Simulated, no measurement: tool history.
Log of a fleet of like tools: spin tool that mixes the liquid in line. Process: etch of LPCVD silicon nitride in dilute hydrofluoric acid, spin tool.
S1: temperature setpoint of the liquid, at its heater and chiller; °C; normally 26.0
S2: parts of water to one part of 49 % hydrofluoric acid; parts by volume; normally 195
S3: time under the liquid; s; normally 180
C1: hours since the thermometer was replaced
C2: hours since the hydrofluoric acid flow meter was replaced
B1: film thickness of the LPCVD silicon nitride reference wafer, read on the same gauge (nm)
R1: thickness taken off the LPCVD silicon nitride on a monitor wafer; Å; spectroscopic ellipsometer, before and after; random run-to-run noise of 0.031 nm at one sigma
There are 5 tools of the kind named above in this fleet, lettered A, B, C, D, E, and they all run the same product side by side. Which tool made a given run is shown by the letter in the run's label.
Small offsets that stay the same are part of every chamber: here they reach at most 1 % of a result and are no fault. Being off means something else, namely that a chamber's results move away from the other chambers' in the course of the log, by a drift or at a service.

{"run": "1E", "hour": 10.7, "S1": 26.0, "S2": 195, "S3": 180, "C1": 823.4, "C2": 22.8, "B1": 79.992, "R1": 4.8834}
{"run": "2C", "hour": 18.1, "S1": 26.0, "S2": 195, "S3": 180, "C1": 1251.0, "C2": 518.1, "B1": 80.008, "R1": 5.759}
{"run": "3D", "hour": 27.3, "S1": 26.0, "S2": 195, "S3": 180, "C1": 555.9, "C2": 445.3, "B1": 80.011, "R1": 5.3953}
{"run": "4A", "hour": 34.9, "S1": 26.0, "S2": 195, "S3": 180, "C1": 602.0, "C2": 369.5, "B1": 80.011, "R1": 5.343}
{"run": "5B", "hour": 45.2, "S1": 26.0, "S2": 195, "S3": 180, "C1": 161.9, "C2": 575.3, "B1": 79.991, "R1": 5.3326}
{"run": "6C", "hour": 54.4, "S1": 26.0, "S2": 195, "S3": 180, "C1": 1287.3, "C2": 554.4, "B1": 79.993, "R1": 5.274}
{"run": "7D", "hour": 62.2, "S1": 26.0, "S2": 195, "S3": 180, "C1": 590.8, "C2": 480.2, "B1": 79.98, "R1": 5.5181}
{"run": "8A", "hour": 68.9, "S1": 26.0, "S2": 195, "S3": 180, "C1": 636.0, "C2": 403.5, "B1": 79.989, "R1": 5.2016}
{"run": "9E", "hour": 77.2, "S1": 26.0, "S2": 195, "S3": 180, "C1": 889.9, "C2": 89.3, "B1": 79.982, "R1": 5.3046}
{"run": "10B", "hour": 82.6, "S1": 26.0, "S2": 195, "S3": 180, "C1": 199.3, "C2": 612.7, "B1": 80.012, "R1": 5.7524}
{"run": "11D", "hour": 91.0, "S1": 26.0, "S2": 195, "S3": 180, "C1": 619.6, "C2": 509.0, "B1": 80.012, "R1": 5.6768}
{"run": "12B", "hour": 99.5, "S1": 26.0, "S2": 195, "S3": 115, "C1": 216.2, "C2": 629.6, "B1": 80.002, "R1": 3.4464}
{"run": "13A", "hour": 107.4, "S1": 26.0, "S2": 195, "S3": 115, "C1": 674.5, "C2": 442.0, "B1": 80.013, "R1": 3.408}
{"run": "14C", "hour": 114.7, "S1": 26.0, "S2": 195, "S3": 115, "C1": 1347.6, "C2": 614.7, "B1": 80.009, "R1": 3.1188}
{"hour": 115.3, "done": "chamber D: hydrofluoric acid flow meter replaced"}
{"run": "15E", "hour": 119.7, "S1": 26.0, "S2": 195, "S3": 115, "C1": 932.4, "C2": 131.8, "B1": 80.028, "R1": 3.1891}
{"run": "16B", "hour": 124.7, "S1": 26.0, "S2": 195, "S3": 115, "C1": 241.4, "C2": 654.8, "B1": 80.011, "R1": 3.5791}
{"run": "17E", "hour": 129.7, "S1": 26.0, "S2": 195, "S3": 180, "C1": 942.4, "C2": 141.8, "B1": 80.011, "R1": 5.4281}
{"run": "18A", "hour": 136.5, "S1": 26.0, "S2": 195, "S3": 180, "C1": 703.6, "C2": 471.1, "B1": 80.0, "R1": 5.0041}
{"run": "19D", "hour": 144.3, "S1": 26.0, "S2": 195, "S3": 180, "C1": 672.9, "C2": 29.1, "B1": 80.006, "R1": 5.5323}
{"run": "20C", "hour": 151.3, "S1": 30.0, "S2": 195, "S3": 180, "C1": 1384.2, "C2": 651.3, "B1": 79.982, "R1": 7.1153}
{"run": "21A", "hour": 157.8, "S1": 30.0, "S2": 195, "S3": 180, "C1": 724.9, "C2": 492.4, "B1": 79.993, "R1": 7.0009}
{"run": "22E", "hour": 166.1, "S1": 30.0, "S2": 195, "S3": 180, "C1": 978.8, "C2": 178.2, "B1": 80.001, "R1": 6.5277}
{"run": "23B", "hour": 176.0, "S1": 30.0, "S2": 195, "S3": 180, "C1": 292.7, "C2": 706.1, "B1": 80.013, "R1": 7.2928}
{"run": "24D", "hour": 184.9, "S1": 30.0, "S2": 195, "S3": 180, "C1": 713.5, "C2": 69.7, "B1": 80.003, "R1": 6.9077}
{"run": "25C", "hour": 189.7, "S1": 26.0, "S2": 195, "S3": 180, "C1": 1422.6, "C2": 689.7, "B1": 80.014, "R1": 5.5625}
{"hour": 197.6, "done": "chamber C: thermometer replaced"}
{"run": "26C", "hour": 198.3, "S1": 29.5, "S2": 230, "S3": 180, "C1": 0.8, "C2": 698.3, "B1": 79.995, "R1": 5.7012}
{"run": "27B", "hour": 207.3, "S1": 29.5, "S2": 230, "S3": 180, "C1": 324.0, "C2": 737.4, "B1": 79.975, "R1": 5.5627}
{"run": "28E", "hour": 216.3, "S1": 29.5, "S2": 230, "S3": 180, "C1": 1029.0, "C2": 228.4, "B1": 80.012, "R1": 5.7609}
{"run": "29A", "hour": 222.7, "S1": 29.5, "S2": 230, "S3": 180, "C1": 789.8, "C2": 557.3, "B1": 80.008, "R1": 5.3992}
{"run": "30D", "hour": 232.2, "S1": 29.5, "S2": 230, "S3": 180, "C1": 760.8, "C2": 117.0, "B1": 79.981, "R1": 5.7854}
{"run": "31C", "hour": 239.8, "S1": 26.0, "S2": 195, "S3": 180, "C1": 42.3, "C2": 739.8, "B1": 80.02, "R1": 5.3433}
{"run": "32E", "hour": 247.9, "S1": 26.0, "S2": 195, "S3": 180, "C1": 1060.6, "C2": 260.0, "B1": 79.994, "R1": 4.8484}
{"run": "33D", "hour": 255.1, "S1": 26.0, "S2": 195, "S3": 180, "C1": 783.7, "C2": 139.9, "B1": 79.993, "R1": 5.3857}
{"run": "34A", "hour": 261.1, "S1": 26.0, "S2": 195, "S3": 180, "C1": 828.2, "C2": 595.7, "B1": 80.02, "R1": 5.7017}
{"run": "35B", "hour": 271.0, "S1": 26.0, "S2": 195, "S3": 180, "C1": 387.7, "C2": 801.1, "B1": 79.984, "R1": 5.4528}

Next, every chamber runs the same settings. What will each give?
{"run": "36A", "hour": 278.7, "S1": 26.0, "S2": 195, "S3": 180, "R1": "?"}
{"run": "36B", "hour": 278.7, "S1": 26.0, "S2": 195, "S3": 180, "R1": "?"}
{"run": "36C", "hour": 278.7, "S1": 26.0, "S2": 195, "S3": 180, "R1": "?"}
{"run": "36D", "hour": 278.7, "S1": 26.0, "S2": 195, "S3": 180, "R1": "?"}
{"run": "36E", "hour": 278.7, "S1": 26.0, "S2": 195, "S3": 180, "R1": "?"}

run=36A R1=5.3473
run=36B R1=5.5488
run=36C R1=5.4823
run=36D R1=5.2937
run=36E R1=5.8024
